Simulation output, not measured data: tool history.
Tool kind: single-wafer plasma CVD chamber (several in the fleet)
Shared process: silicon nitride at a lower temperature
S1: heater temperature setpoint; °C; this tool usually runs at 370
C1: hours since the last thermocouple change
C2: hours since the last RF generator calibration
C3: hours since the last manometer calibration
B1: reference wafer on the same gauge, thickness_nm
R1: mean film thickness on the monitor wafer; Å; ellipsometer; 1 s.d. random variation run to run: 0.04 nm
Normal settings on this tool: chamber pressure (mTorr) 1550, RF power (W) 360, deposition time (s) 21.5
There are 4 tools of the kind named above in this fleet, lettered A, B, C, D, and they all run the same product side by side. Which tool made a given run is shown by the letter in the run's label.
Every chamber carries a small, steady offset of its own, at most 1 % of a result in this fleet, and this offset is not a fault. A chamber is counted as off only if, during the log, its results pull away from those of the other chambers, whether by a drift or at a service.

{"run": "1C", "hour": 5.1, "S1": 370, "chamber pressure (mTorr)": 1550, "RF power (W)": 360, "deposition time (s)": 21.5, "C1": 136.3, "C2": 1154.1, "C3": 570.8, "B1": 23.601, "R1": 280.96}
{"run": "2D", "hour": 10.0, "S1": 370, "chamber pressure (mTorr)": 1550, "RF power (W)": 360, "deposition time (s)": 21.5, "C1": 1429, "C2": 471.5, "C3": 1115.2, "B1": 23.608, "R1": 282.23}
{"run": "3A", "hour": 16.8, "S1": 370, "chamber pressure (mTorr)": 1550, "RF power (W)": 360, "deposition time (s)": 21.5, "C1": 647.7, "C2": 1268, "C3": 119.2, "B1": 23.611, "R1": 282.26}
{"run": "4B", "hour": 24.5, "S1": 370, "chamber pressure (mTorr)": 1550, "RF power (W)": 360, "deposition time (s)": 21.5, "C1": 863.1, "C2": 336.2, "C3": 892.4, "B1": 23.615, "R1": 281.04}
{"run": "5C", "hour": 32.2, "S1": 370, "chamber pressure (mTorr)": 1550, "RF power (W)": 360, "deposition time (s)": 21.5, "C1": 163.4, "C2": 1181.2, "C3": 597.9, "B1": 23.624, "R1": 281.45}
{"run": "6D", "hour": 37.3, "S1": 370, "chamber pressure (mTorr)": 1550, "RF power (W)": 360, "deposition time (s)": 21.5, "C1": 1456.3, "C2": 498.8, "C3": 1142.5, "B1": 23.622, "R1": 282.4}
{"run": "7B", "hour": 43.2, "S1": 370, "chamber pressure (mTorr)": 1550, "RF power (W)": 360, "deposition time (s)": 21.5, "C1": 881.8, "C2": 354.9, "C3": 911.1, "B1": 23.619, "R1": 281.46}
{"run": "8A", "hour": 48.7, "S1": 370, "chamber pressure (mTorr)": 1550, "RF power (W)": 360, "deposition time (s)": 21.5, "C1": 679.6, "C2": 1299.9, "C3": 151.1, "B1": 23.618, "R1": 282.31}
{"run": "9A", "hour": 52.9, "S1": 370, "chamber pressure (mTorr)": 1550, "RF power (W)": 360, "deposition time (s)": 21.5, "C1": 683.8, "C2": 1304.1, "C3": 155.3, "B1": 23.628, "R1": 282.59}
{"run": "10D", "hour": 58.9, "S1": 370, "chamber pressure (mTorr)": 1550, "RF power (W)": 360, "deposition time (s)": 21.5, "C1": 1477.9, "C2": 520.4, "C3": 1164.1, "B1": 23.628, "R1": 282.35}
{"run": "11B", "hour": 66.9, "S1": 370, "chamber pressure (mTorr)": 1550, "RF power (W)": 360, "deposition time (s)": 21.5, "C1": 905.5, "C2": 378.6, "C3": 934.8, "B1": 23.631, "R1": 281.27}
{"hour": 74.3, "done": "chamber C: RF generator calibrated"}
{"run": "12C", "hour": 74.6, "S1": 370, "chamber pressure (mTorr)": 1550, "RF power (W)": 360, "deposition time (s)": 21.5, "C1": 205.8, "C2": 0.4, "C3": 640.3, "B1": 23.645, "R1": 282.34}
{"run": "13D", "hour": 79.0, "S1": 370, "chamber pressure (mTorr)": 1550, "RF power (W)": 360, "deposition time (s)": 21.5, "C1": 1498, "C2": 540.5, "C3": 1184.2, "B1": 23.641, "R1": 282.34}
{"run": "14C", "hour": 84.4, "S1": 370, "chamber pressure (mTorr)": 1550, "RF power (W)": 360, "deposition time (s)": 21.5, "C1": 215.6, "C2": 10.2, "C3": 650.1, "B1": 23.641, "R1": 282.22}
{"run": "15B", "hour": 90.2, "S1": 370, "chamber pressure (mTorr)": 1550, "RF power (W)": 360, "deposition time (s)": 21.5, "C1": 928.8, "C2": 401.9, "C3": 958.1, "B1": 23.653, "R1": 281.44}
{"run": "16A", "hour": 96.7, "S1": 365, "chamber pressure (mTorr)": 1550, "RF power (W)": 360, "deposition time (s)": 21.5, "C1": 727.6, "C2": 1347.9, "C3": 199.1, "B1": 23.648, "R1": 282.95}
{"run": "17C", "hour": 101.2, "S1": 365, "chamber pressure (mTorr)": 1550, "RF power (W)": 360, "deposition time (s)": 21.5, "C1": 232.4, "C2": 27, "C3": 666.9, "B1": 23.658, "R1": 282.59}
{"run": "18A", "hour": 108.7, "S1": 365, "chamber pressure (mTorr)": 1550, "RF power (W)": 360, "deposition time (s)": 21.5, "C1": 739.6, "C2": 1359.9, "C3": 211.1, "B1": 23.653, "R1": 283.24}
{"run": "19B", "hour": 113.4, "S1": 365, "chamber pressure (mTorr)": 1550, "RF power (W)": 360, "deposition time (s)": 21.5, "C1": 952, "C2": 425.1, "C3": 981.3, "B1": 23.668, "R1": 282.41}
{"run": "20D", "hour": 119.2, "S1": 370, "chamber pressure (mTorr)": 1550, "RF power (W)": 360, "deposition time (s)": 21.5, "C1": 1538.2, "C2": 580.7, "C3": 1224.4, "B1": 23.659, "R1": 283.27}
{"run": "21C", "hour": 123.8, "S1": 376, "chamber pressure (mTorr)": 1550, "RF power (W)": 360, "deposition time (s)": 21.5, "C1": 255, "C2": 49.6, "C3": 689.5, "B1": 23.668, "R1": 281.7}
{"run": "22A", "hour": 128.5, "S1": 376, "chamber pressure (mTorr)": 1550, "RF power (W)": 360, "deposition time (s)": 21.5, "C1": 759.4, "C2": 1379.7, "C3": 230.9, "B1": 23.664, "R1": 282.88}
{"run": "23B", "hour": 134.0, "S1": 376, "chamber pressure (mTorr)": 1550, "RF power (W)": 360, "deposition time (s)": 21.5, "C1": 972.6, "C2": 445.7, "C3": 1001.9, "B1": 23.679, "R1": 280.85}
{"run": "24D", "hour": 141.6, "S1": 376, "chamber pressure (mTorr)": 1550, "RF power (W)": 360, "deposition time (s)": 21.5, "C1": 1560.6, "C2": 603.1, "C3": 1246.8, "B1": 23.68, "R1": 282.03}
{"run": "25A", "hour": 145.9, "S1": 370, "chamber pressure (mTorr)": 1550, "RF power (W)": 360, "deposition time (s)": 21.5, "C1": 776.8, "C2": 1397.1, "C3": 248.3, "B1": 23.68, "R1": 282.52}
{"run": "26D", "hour": 151.8, "S1": 370, "chamber pressure (mTorr)": 1550, "RF power (W)": 360, "deposition time (s)": 21.5, "C1": 1570.8, "C2": 613.3, "C3": 1257, "B1": 23.683, "R1": 283.37}
{"run": "27B", "hour": 155.5, "S1": 370, "chamber pressure (mTorr)": 1550, "RF power (W)": 360, "deposition time (s)": 21.5, "C1": 994.1, "C2": 467.2, "C3": 1023.4, "B1": 23.684, "R1": 281.6}
{"run": "28C", "hour": 159.5, "S1": 370, "chamber pressure (mTorr)": 1550, "RF power (W)": 360, "deposition time (s)": 21.5, "C1": 290.7, "C2": 85.3, "C3": 725.2, "B1": 23.687, "R1": 282.89}
{"run": "29B", "hour": 166.7, "S1": 370, "chamber pressure (mTorr)": 1550, "RF power (W)": 360, "deposition time (s)": 21.5, "C1": 1005.3, "C2": 478.4, "C3": 1034.6, "B1": 23.699, "R1": 281.76}
{"run": "30C", "hour": 174.0, "S1": 370, "chamber pressure (mTorr)": 1550, "RF power (W)": 360, "deposition time (s)": 21.5, "C1": 305.2, "C2": 99.8, "C3": 739.7, "B1": 23.693, "R1": 283.26}
{"run": "31D", "hour": 181.4, "S1": 370, "chamber pressure (mTorr)": 1550, "RF power (W)": 360, "deposition time (s)": 21.5, "C1": 1600.4, "C2": 642.9, "C3": 1286.6, "B1": 23.695, "R1": 283.67}
{"run": "32A", "hour": 186.2, "S1": 370, "chamber pressure (mTorr)": 1550, "RF power (W)": 360, "deposition time (s)": 21.5, "C1": 817.1, "C2": 1437.4, "C3": 288.6, "B1": 23.695, "R1": 282.7}
{"run": "33A", "hour": 192.1, "S1": 370, "chamber pressure (mTorr)": 1550, "RF power (W)": 360, "deposition time (s)": 21.5, "C1": 823, "C2": 1443.3, "C3": 294.5, "B1": 23.705, "R1": 282.95}
{"run": "34D", "hour": 198.8, "S1": 370, "chamber pressure (mTorr)": 1550, "RF power (W)": 360, "deposition time (s)": 21.5, "C1": 1617.8, "C2": 660.3, "C3": 1304, "B1": 23.714, "R1": 282.77}
{"run": "35B", "hour": 206.0, "S1": 370, "chamber pressure (mTorr)": 1550, "RF power (W)": 360, "deposition time (s)": 21.5, "C1": 1044.6, "C2": 517.7, "C3": 1073.9, "B1": 23.719, "R1": 282.66}
{"run": "36C", "hour": 211.3, "S1": 370, "chamber pressure (mTorr)": 1550, "RF power (W)": 360, "deposition time (s)": 21.5, "C1": 342.5, "C2": 137.1, "C3": 777, "B1": 23.72, "R1": 282.79}
{"run": "37C", "hour": 218.0, "S1": 370, "chamber pressure (mTorr)": 1550, "RF power (W)": 360, "deposition time (s)": 21.5, "C1": 349.2, "C2": 143.8, "C3": 783.7, "B1": 23.723, "R1": 282.56}
{"run": "38B", "hour": 223.1, "S1": 370, "chamber pressure (mTorr)": 1550, "RF power (W)": 360, "deposition time (s)": 21.5, "C1": 1061.7, "C2": 534.8, "C3": 1091, "B1": 23.731, "R1": 282.45}
{"run": "39A", "hour": 227.2, "S1": 370, "chamber pressure (mTorr)": 1550, "RF power (W)": 360, "deposition time (s)": 21.5, "C1": 858.1, "C2": 1478.4, "C3": 329.6, "B1": 23.735, "R1": 283.89}
{"run": "40D", "hour": 233.2, "S1": 370, "chamber pressure (mTorr)": 1550, "RF power (W)": 360, "deposition time (s)": 21.5, "C1": 1652.2, "C2": 694.7, "C3": 1338.4, "B1": 23.728, "R1": 283.42}
{"run": "41C", "hour": 239.2, "S1": 358, "chamber pressure (mTorr)": 1550, "RF power (W)": 360, "deposition time (s)": 21.5, "C1": 370.4, "C2": 165, "C3": 804.9, "B1": 23.735, "R1": 284.48}

Is one chamber off against the others, does the gauge drift, or is nothing wrong? If a chamber is off, say which, and what the likeliest cause is.

It is the gauge, not a chamber: its drift shows up in every chamber's results at once, and no chamber is off.
Most likely cause: gauge reads high (%) = 0.579.
